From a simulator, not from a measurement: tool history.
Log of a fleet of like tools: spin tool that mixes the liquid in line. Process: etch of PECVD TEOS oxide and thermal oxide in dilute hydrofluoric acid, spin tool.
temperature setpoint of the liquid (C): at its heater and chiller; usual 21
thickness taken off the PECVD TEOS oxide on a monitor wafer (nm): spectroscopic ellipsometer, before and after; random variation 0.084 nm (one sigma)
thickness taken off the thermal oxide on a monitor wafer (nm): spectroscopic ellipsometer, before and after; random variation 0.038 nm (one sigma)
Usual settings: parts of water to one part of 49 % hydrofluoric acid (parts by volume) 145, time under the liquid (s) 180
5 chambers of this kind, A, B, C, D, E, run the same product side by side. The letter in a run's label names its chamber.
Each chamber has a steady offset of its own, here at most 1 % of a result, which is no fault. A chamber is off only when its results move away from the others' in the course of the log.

run   hour  temperature setpoint of the liquid (C)  parts of water to one part of 49 % hydrofluoric acid (parts by volume)  time under the liquid (s)  read-back film thickness of the PECVD TEOS oxide reference wafer, read on the same gauge (nm)  read-back film thickness of the thermal oxide reference wafer, read on the same gauge (nm)  thickness taken off the PECVD TEOS oxide on a monitor wafer (nm)  thickness taken off the thermal oxide on a monitor wafer (nm)
       5.8  -- chamber D: hydrofluoric acid flow meter replaced
 1D   10.9                                      21                                                                     145                        180                                                                                         40.042                                                                                      60.026                                                            13.315                                                          5.014
 2A   21.6                                      21                                                                     145                        180                                                                                          39.97                                                                                      59.975                                                              13.5                                                         5.0184
 3B   32.6                                      21                                                                     145                        180                                                                                         39.957                                                                                       59.96                                                            13.455                                                          5.011
 4C   40.7                                      21                                                                     145                        180                                                                                         39.985                                                                                      60.037                                                            13.555                                                         5.0155
 5E   51.3                                      21                                                                     145                        180                                                                                         40.001                                                                                      60.008                                                             13.47                                                         5.0554
 6C   61.3                                      21                                                                     145                        180                                                                                         40.009                                                                                      59.974                                                            13.458                                                         5.0486
 7A   71.2                                      21                                                                     145                        180                                                                                         39.987                                                                                      59.987                                                            13.481                                                         4.9771
 8D   81.5                                      21                                                                     145                        180                                                                                         40.027                                                                                      60.019                                                            13.359                                                         4.9664
      83.8  -- chamber B: hydrofluoric acid flow meter replaced
 9B   90.7                                      21                                                                     145                        180                                                                                         39.943                                                                                      60.001                                                            13.479                                                          5.088
10E  102.5                                      21                                                                     180                         85                                                                                         40.013                                                                                      59.939                                                            4.9355                                                         1.8277
11E  107.9                                      21                                                                     180                         85                                                                                         40.003                                                                                      60.029                                                            4.9658                                                         1.8466
12B  115.2                                      21                                                                     180                         85                                                                                         40.004                                                                                      59.962                                                            4.9615                                                         1.8756
13D  120.7                                      21                                                                     180                         85                                                                                          40.03                                                                                      60.032                                                            4.8998                                                         1.8185
14A    127                                      21                                                                     180                         85                                                                                         39.987                                                                                      60.047                                                            4.9366                                                         1.8568
15C  136.4                                      21                                                                     145                        180                                                                                         39.996                                                                                      59.976                                                            13.485                                                          5.112
16E  144.8                                      21                                                                     115                        240                                                                                         40.003                                                                                      59.981                                                            23.246                                                         8.6579
17D    154                                      21                                                                     115                        240                                                                                         40.038                                                                                      59.987                                                            23.415                                                         8.7263
18A  161.7                                      21                                                                     115                        240                                                                                          39.97                                                                                      60.017                                                            23.769                                                         8.7275
19C  170.7                                      21                                                                     115                        240                                                                                         39.959                                                                                      60.024                                                            23.303                                                         8.6849
20B  180.7                                      21                                                                     115                        240                                                                                         40.011                                                                                      60.035                                                            23.462                                                         8.7962
21C  188.3                                      21                                                                     145                        180                                                                                         39.985                                                                                      60.018                                                            13.404                                                         5.0117
22D  198.1                                      21                                                                     145                        180                                                                                         40.011                                                                                       59.98                                                             13.48                                                          4.954
23E  203.4                                      21                                                                     145                        180                                                                                         40.004                                                                                      59.958                                                            13.602                                                         5.0151
24B  208.8                                      23                                                                     145                        180                                                                                         40.015                                                                                      59.995                                                            14.767                                                         5.4632
25A  215.9                                      23                                                                     145                        180                                                                                          40.04                                                                                      59.954                                                            14.698                                                         5.4746
26B  226.5                                      23                                                                     145                        180                                                                                         40.009                                                                                      60.008                                                            14.677                                                         5.4567
27C  232.6                                      23                                                                     145                        180                                                                                         40.004                                                                                      60.005                                                            14.469                                                         5.4102
28A  240.2                                      23                                                                     145                        180                                                                                         39.983                                                                                      60.008                                                             14.78                                                         5.4441
29D  247.4                                      21                                                                     145                        180                                                                                         40.048                                                                                      59.959                                                            13.444                                                         5.0139
30E  259.1                                      21                                                                     145                        180                                                                                         40.039                                                                                      60.001                                                             13.56                                                         5.0157
31D  264.5                                      21                                                                     145                        180                                                                                         40.044                                                                                      59.975                                                            13.357                                                         4.9675
32E  274.9                                      21                                                                     145                        180                                                                                          40.01                                                                                      60.004                                                            13.542                                                         5.0428
33B  284.2                                      21                                                                     145                        180                                                                                         40.017                                                                                      60.011                                                            13.582                                                         5.0688

Is one chamber off against the others, does the gauge drift, or is nothing wrong? If a chamber is off, say which, and what the likeliest cause is.

No chamber stands off beyond its own small offset, and the gauge holds steady.
